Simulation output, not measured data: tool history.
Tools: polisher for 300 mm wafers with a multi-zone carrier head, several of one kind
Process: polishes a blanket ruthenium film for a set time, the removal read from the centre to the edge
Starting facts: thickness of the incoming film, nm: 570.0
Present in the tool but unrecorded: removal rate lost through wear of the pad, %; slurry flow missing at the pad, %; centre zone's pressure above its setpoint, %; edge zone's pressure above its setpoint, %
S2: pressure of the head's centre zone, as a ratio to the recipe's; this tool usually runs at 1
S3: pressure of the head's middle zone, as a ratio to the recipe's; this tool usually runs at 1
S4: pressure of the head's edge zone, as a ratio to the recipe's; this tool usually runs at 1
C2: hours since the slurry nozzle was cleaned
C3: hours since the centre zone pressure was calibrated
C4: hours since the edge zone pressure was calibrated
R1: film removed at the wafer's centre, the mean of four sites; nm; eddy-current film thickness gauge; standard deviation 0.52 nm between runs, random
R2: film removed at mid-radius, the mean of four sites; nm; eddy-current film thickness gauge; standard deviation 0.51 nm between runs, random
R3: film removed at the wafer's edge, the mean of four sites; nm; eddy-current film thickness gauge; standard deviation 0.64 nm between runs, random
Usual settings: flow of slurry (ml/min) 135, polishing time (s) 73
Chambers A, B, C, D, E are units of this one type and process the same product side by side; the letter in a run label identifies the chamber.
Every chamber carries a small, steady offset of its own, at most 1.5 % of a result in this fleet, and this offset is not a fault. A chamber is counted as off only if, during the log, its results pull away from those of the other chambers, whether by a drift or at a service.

{"run": "1B", "day": 0.212, "flow of slurry (ml/min)": 135, "S2": 1, "S3": 1, "S4": 1, "polishing time (s)": 73, "wafers polished on this pad": 124, "C2": 76.1, "C3": 1240.9, "C4": 660.3, "R1": 56.416, "R2": 57.191, "R3": 56.585}
{"run": "2C", "day": 0.333, "flow of slurry (ml/min)": 135, "S2": 1, "S3": 1, "S4": 1, "polishing time (s)": 73, "wafers polished on this pad": 683, "C2": 94.1, "C3": 230, "C4": 55.2, "R1": 57.613, "R2": 56.52, "R3": 58.056}
{"run": "3A", "day": 0.438, "flow of slurry (ml/min)": 135, "S2": 1, "S3": 1, "S4": 1, "polishing time (s)": 73, "wafers polished on this pad": 303, "C2": 511.3, "C3": 1518.8, "C4": 189.7, "R1": 57.719, "R2": 56.225, "R3": 57.639}
{"day": 0.479, "done": "chamber B: edge zone pressure recalibrated"}
{"run": "4D", "day": 0.638, "flow of slurry (ml/min)": 135, "S2": 1, "S3": 1, "S4": 1, "polishing time (s)": 73, "wafers polished on this pad": 417, "C2": 322.3, "C3": 1072.3, "C4": 240.9, "R1": 57.052, "R2": 57.194, "R3": 57.526}
{"day": 0.742, "done": "chamber A: slurry nozzle cleaned"}
{"run": "5E", "day": 0.808, "flow of slurry (ml/min)": 135, "S2": 1, "S3": 1, "S4": 1, "polishing time (s)": 73, "wafers polished on this pad": 977, "C2": 635.9, "C3": 55.7, "C4": 745.7, "R1": 56.67, "R2": 57.631, "R3": 57.078}
{"run": "6B", "day": 1.038, "flow of slurry (ml/min)": 135, "S2": 1, "S3": 1, "S4": 1, "polishing time (s)": 73, "wafers polished on this pad": 308, "C2": 95.9, "C3": 1260.7, "C4": 13.5, "R1": 56.556, "R2": 56.38, "R3": 56.114}
{"run": "7E", "day": 1.229, "flow of slurry (ml/min)": 135, "S2": 1, "S3": 1, "S4": 1, "polishing time (s)": 73, "wafers polished on this pad": 1071, "C2": 646, "C3": 65.8, "C4": 755.8, "R1": 56.643, "R2": 56.635, "R3": 56.242}
{"day": 1.275, "done": "chamber E: worn pad replaced by a new one"}
{"run": "8C", "day": 1.454, "flow of slurry (ml/min)": 135, "S2": 1, "S3": 1, "S4": 1, "polishing time (s)": 73, "wafers polished on this pad": 933, "C2": 121, "C3": 256.9, "C4": 82.1, "R1": 57.449, "R2": 57.472, "R3": 57.592}
{"run": "9A", "day": 1.617, "flow of slurry (ml/min)": 135, "S2": 1, "S3": 1, "S4": 1, "polishing time (s)": 73, "wafers polished on this pad": 566, "C2": 21, "C3": 1547.1, "C4": 218, "R1": 56.89, "R2": 57.33, "R3": 56.794}
{"run": "10D", "day": 1.821, "flow of slurry (ml/min)": 135, "S2": 1, "S3": 1, "S4": 1, "polishing time (s)": 73, "wafers polished on this pad": 681, "C2": 350.7, "C3": 1100.7, "C4": 269.3, "R1": 57.464, "R2": 57.508, "R3": 58.231}
{"run": "11E", "day": 1.962, "flow of slurry (ml/min)": 135, "S2": 1, "S3": 1, "S4": 1, "polishing time (s)": 73, "wafers polished on this pad": 153, "C2": 663.6, "C3": 83.4, "C4": 773.4, "R1": 57.489, "R2": 57.559, "R3": 57.394}
{"run": "12A", "day": 2.133, "flow of slurry (ml/min)": 135, "S2": 1, "S3": 1, "S4": 1, "polishing time (s)": 73, "wafers polished on this pad": 681, "C2": 33.4, "C3": 1559.5, "C4": 230.4, "R1": 56.9, "R2": 56.861, "R3": 56.904}
{"day": 2.15, "done": "chamber C: worn pad replaced by a new one"}
{"day": 2.196, "done": "chamber A: worn pad replaced by a new one"}
{"run": "13B", "day": 2.254, "flow of slurry (ml/min)": 120, "S2": 1, "S3": 1, "S4": 1, "polishing time (s)": 52, "wafers polished on this pad": 579, "C2": 125.1, "C3": 1289.9, "C4": 42.7, "R1": 39.615, "R2": 39.883, "R3": 38.246}
{"run": "14D", "day": 2.438, "flow of slurry (ml/min)": 120, "S2": 1, "S3": 1, "S4": 1, "polishing time (s)": 52, "wafers polished on this pad": 818, "C2": 365.5, "C3": 1115.5, "C4": 284.1, "R1": 40.181, "R2": 39.022, "R3": 40.526}
{"run": "15C", "day": 2.588, "flow of slurry (ml/min)": 120, "S2": 1, "S3": 1, "S4": 1, "polishing time (s)": 52, "wafers polished on this pad": 97, "C2": 148.2, "C3": 284.1, "C4": 109.3, "R1": 39.781, "R2": 39.175, "R3": 40.399}
{"run": "16E", "day": 2.712, "flow of slurry (ml/min)": 120, "S2": 1, "S3": 1, "S4": 1, "polishing time (s)": 52, "wafers polished on this pad": 320, "C2": 681.6, "C3": 101.4, "C4": 791.4, "R1": 40.983, "R2": 39.256, "R3": 39.904}
{"run": "17B", "day": 2.858, "flow of slurry (ml/min)": 120, "S2": 1, "S3": 1, "S4": 1, "polishing time (s)": 52, "wafers polished on this pad": 714, "C2": 139.6, "C3": 1304.4, "C4": 57.2, "R1": 39.221, "R2": 39.725, "R3": 39.913}
{"run": "18A", "day": 2.962, "flow of slurry (ml/min)": 135, "S2": 1.08, "S3": 1, "S4": 1, "polishing time (s)": 73, "wafers polished on this pad": 171, "C2": 53.3, "C3": 1579.4, "C4": 250.3, "R1": 62.817, "R2": 57.187, "R3": 56.935}
{"run": "19D", "day": 3.088, "flow of slurry (ml/min)": 135, "S2": 1.08, "S3": 1, "S4": 1, "polishing time (s)": 73, "wafers polished on this pad": 963, "C2": 381.1, "C3": 1131.1, "C4": 299.7, "R1": 62.324, "R2": 56.571, "R3": 57.825}
{"run": "20C", "day": 3.258, "flow of slurry (ml/min)": 135, "S2": 1.08, "S3": 1, "S4": 1, "polishing time (s)": 73, "wafers polished on this pad": 247, "C2": 164.3, "C3": 300.2, "C4": 125.4, "R1": 62.025, "R2": 57.376, "R3": 56.796}
{"run": "21B", "day": 3.458, "flow of slurry (ml/min)": 135, "S2": 1.08, "S3": 1, "S4": 1, "polishing time (s)": 73, "wafers polished on this pad": 847, "C2": 154, "C3": 1318.8, "C4": 71.6, "R1": 63.031, "R2": 56.5, "R3": 55.511}
{"run": "22D", "day": 3.675, "flow of slurry (ml/min)": 135, "S2": 1.08, "S3": 1, "S4": 1, "polishing time (s)": 73, "wafers polished on this pad": 1094, "C2": 395.2, "C3": 1145.2, "C4": 313.8, "R1": 62.145, "R2": 56.585, "R3": 57.192}
{"day": 3.746, "done": "chamber D: worn pad replaced by a new one"}
{"day": 3.754, "done": "chamber B: centre zone pressure recalibrated"}
{"run": "23C", "day": 3.862, "flow of slurry (ml/min)": 135, "S2": 1, "S3": 1, "S4": 1, "polishing time (s)": 73, "wafers polished on this pad": 381, "C2": 178.8, "C3": 314.7, "C4": 139.9, "R1": 58.054, "R2": 56.955, "R3": 57.885}
{"run": "24E", "day": 4.088, "flow of slurry (ml/min)": 135, "S2": 1, "S3": 1, "S4": 1, "polishing time (s)": 73, "wafers polished on this pad": 626, "C2": 714.6, "C3": 134.4, "C4": 824.4, "R1": 57.397, "R2": 58.004, "R3": 56.433}
{"run": "25A", "day": 4.217, "flow of slurry (ml/min)": 135, "S2": 1, "S3": 1, "S4": 1, "polishing time (s)": 73, "wafers polished on this pad": 450, "C2": 83.4, "C3": 1609.5, "C4": 280.4, "R1": 57.879, "R2": 56.268, "R3": 57.181}
{"day": 4.242, "done": "chamber A: centre zone pressure recalibrated"}
{"run": "26E", "day": 4.325, "flow of slurry (ml/min)": 135, "S2": 1, "S3": 1, "S4": 1, "polishing time (s)": 73, "wafers polished on this pad": 679, "C2": 720.3, "C3": 140.1, "C4": 830.1, "R1": 58.093, "R2": 57.02, "R3": 58.509}
{"run": "27B", "day": 4.517, "flow of slurry (ml/min)": 135, "S2": 1, "S3": 1, "S4": 1, "polishing time (s)": 73, "wafers polished on this pad": 1083, "C2": 179.4, "C3": 18.4, "C4": 97, "R1": 64.642, "R2": 57.315, "R3": 56.908}
{"run": "28D", "day": 4.712, "flow of slurry (ml/min)": 135, "S2": 1, "S3": 1, "S4": 1, "polishing time (s)": 73, "wafers polished on this pad": 215, "C2": 420.1, "C3": 1170.1, "C4": 338.7, "R1": 57.837, "R2": 56.682, "R3": 57.768}
{"run": "29A", "day": 4.925, "flow of slurry (ml/min)": 135, "S2": 1, "S3": 1, "S4": 1, "polishing time (s)": 73, "wafers polished on this pad": 608, "C2": 100.4, "C3": 16.4, "C4": 297.4, "R1": 57.461, "R2": 56.463, "R3": 56.64}
{"day": 4.975, "done": "chamber A: worn pad replaced by a new one"}
{"run": "30C", "day": 5.062, "flow of slurry (ml/min)": 135, "S2": 1.08, "S3": 1.09, "S4": 1, "polishing time (s)": 73, "wafers polished on this pad": 649, "C2": 207.6, "C3": 343.5, "C4": 168.7, "R1": 63.645, "R2": 62.149, "R3": 58.881}
{"day": 5.196, "done": "chamber E: worn pad replaced by a new one"}
{"run": "31D", "day": 5.225, "flow of slurry (ml/min)": 135, "S2": 1.08, "S3": 1.09, "S4": 1, "polishing time (s)": 73, "wafers polished on this pad": 329, "C2": 432.4, "C3": 1182.4, "C4": 351, "R1": 62.02, "R2": 61.42, "R3": 57.88}
{"run": "32C", "day": 5.396, "flow of slurry (ml/min)": 135, "S2": 1.08, "S3": 1.09, "S4": 1, "polishing time (s)": 73, "wafers polished on this pad": 723, "C2": 215.6, "C3": 351.5, "C4": 176.7, "R1": 62.386, "R2": 61.515, "R3": 56.901}
{"run": "33E", "day": 5.612, "flow of slurry (ml/min)": 135, "S2": 1.08, "S3": 1.09, "S4": 1, "polishing time (s)": 73, "wafers polished on this pad": 92, "C2": 751.2, "C3": 171, "C4": 861, "R1": 63.416, "R2": 61.952, "R3": 55.832}
{"run": "34A", "day": 5.796, "flow of slurry (ml/min)": 135, "S2": 1.08, "S3": 1.09, "S4": 1, "polishing time (s)": 73, "wafers polished on this pad": 183, "C2": 121.3, "C3": 37.3, "C4": 318.3, "R1": 62.564, "R2": 62.026, "R3": 57.772}
{"run": "35B", "day": 6.029, "flow of slurry (ml/min)": 135, "S2": 1, "S3": 1, "S4": 1, "polishing time (s)": 73, "wafers polished on this pad": 1420, "C2": 215.7, "C3": 54.7, "C4": 133.3, "R1": 65.524, "R2": 56.918, "R3": 57.562}
{"run": "36C", "day": 6.233, "flow of slurry (ml/min)": 135, "S2": 1, "S3": 1, "S4": 1, "polishing time (s)": 73, "wafers polished on this pad": 909, "C2": 235.7, "C3": 371.6, "C4": 196.8, "R1": 57.799, "R2": 57.158, "R3": 57.382}
{"run": "37B", "day": 6.383, "flow of slurry (ml/min)": 135, "S2": 0.91, "S3": 1, "S4": 1.11, "polishing time (s)": 73, "wafers polished on this pad": 1499, "C2": 224.2, "C3": 63.2, "C4": 141.8, "R1": 57.553, "R2": 55.663, "R3": 59.282}
{"run": "38E", "day": 6.596, "flow of slurry (ml/min)": 135, "S2": 0.91, "S3": 1, "S4": 1.11, "polishing time (s)": 73, "wafers polished on this pad": 311, "C2": 774.8, "C3": 194.6, "C4": 884.6, "R1": 52.202, "R2": 57.05, "R3": 60.412}
{"run": "39D", "day": 6.725, "flow of slurry (ml/min)": 135, "S2": 0.91, "S3": 1, "S4": 1.11, "polishing time (s)": 73, "wafers polished on this pad": 663, "C2": 468.4, "C3": 1218.4, "C4": 387, "R1": 51.804, "R2": 56.488, "R3": 61.62}

Predict what each chamber gives when all 5 of them run the settings below next.
{"run": "40A", "day": 6.892, "flow of slurry (ml/min)": 135, "S2": 1, "S3": 1, "S4": 1, "polishing time (s)": 73, "R1": "?", "R2": "?", "R3": "?"}
{"run": "40B", "day": 6.892, "flow of slurry (ml/min)": 135, "S2": 1, "S3": 1, "S4": 1, "polishing time (s)": 73, "R1": "?", "R2": "?", "R3": "?"}
{"run": "40C", "day": 6.892, "flow of slurry (ml/min)": 135, "S2": 1, "S3": 1, "S4": 1, "polishing time (s)": 73, "R1": "?", "R2": "?", "R3": "?"}
{"run": "40D", "day": 6.892, "flow of slurry (ml/min)": 135, "S2": 1, "S3": 1, "S4": 1, "polishing time (s)": 73, "R1": "?", "R2": "?", "R3": "?"}
{"run": "40E", "day": 6.892, "flow of slurry (ml/min)": 135, "S2": 1, "S3": 1, "S4": 1, "polishing time (s)": 73, "R1": "?", "R2": "?", "R3": "?"}

run=40A R1=57.511 R2=57.908 R3=56.693
run=40B R1=64.613 R2=57.431 R3=55.839
run=40C R1=57.566 R2=57.213 R3=58.01
run=40D R1=57.118 R2=57.261 R3=57.709
run=40E R1=57.155 R2=57.513 R3=57.349

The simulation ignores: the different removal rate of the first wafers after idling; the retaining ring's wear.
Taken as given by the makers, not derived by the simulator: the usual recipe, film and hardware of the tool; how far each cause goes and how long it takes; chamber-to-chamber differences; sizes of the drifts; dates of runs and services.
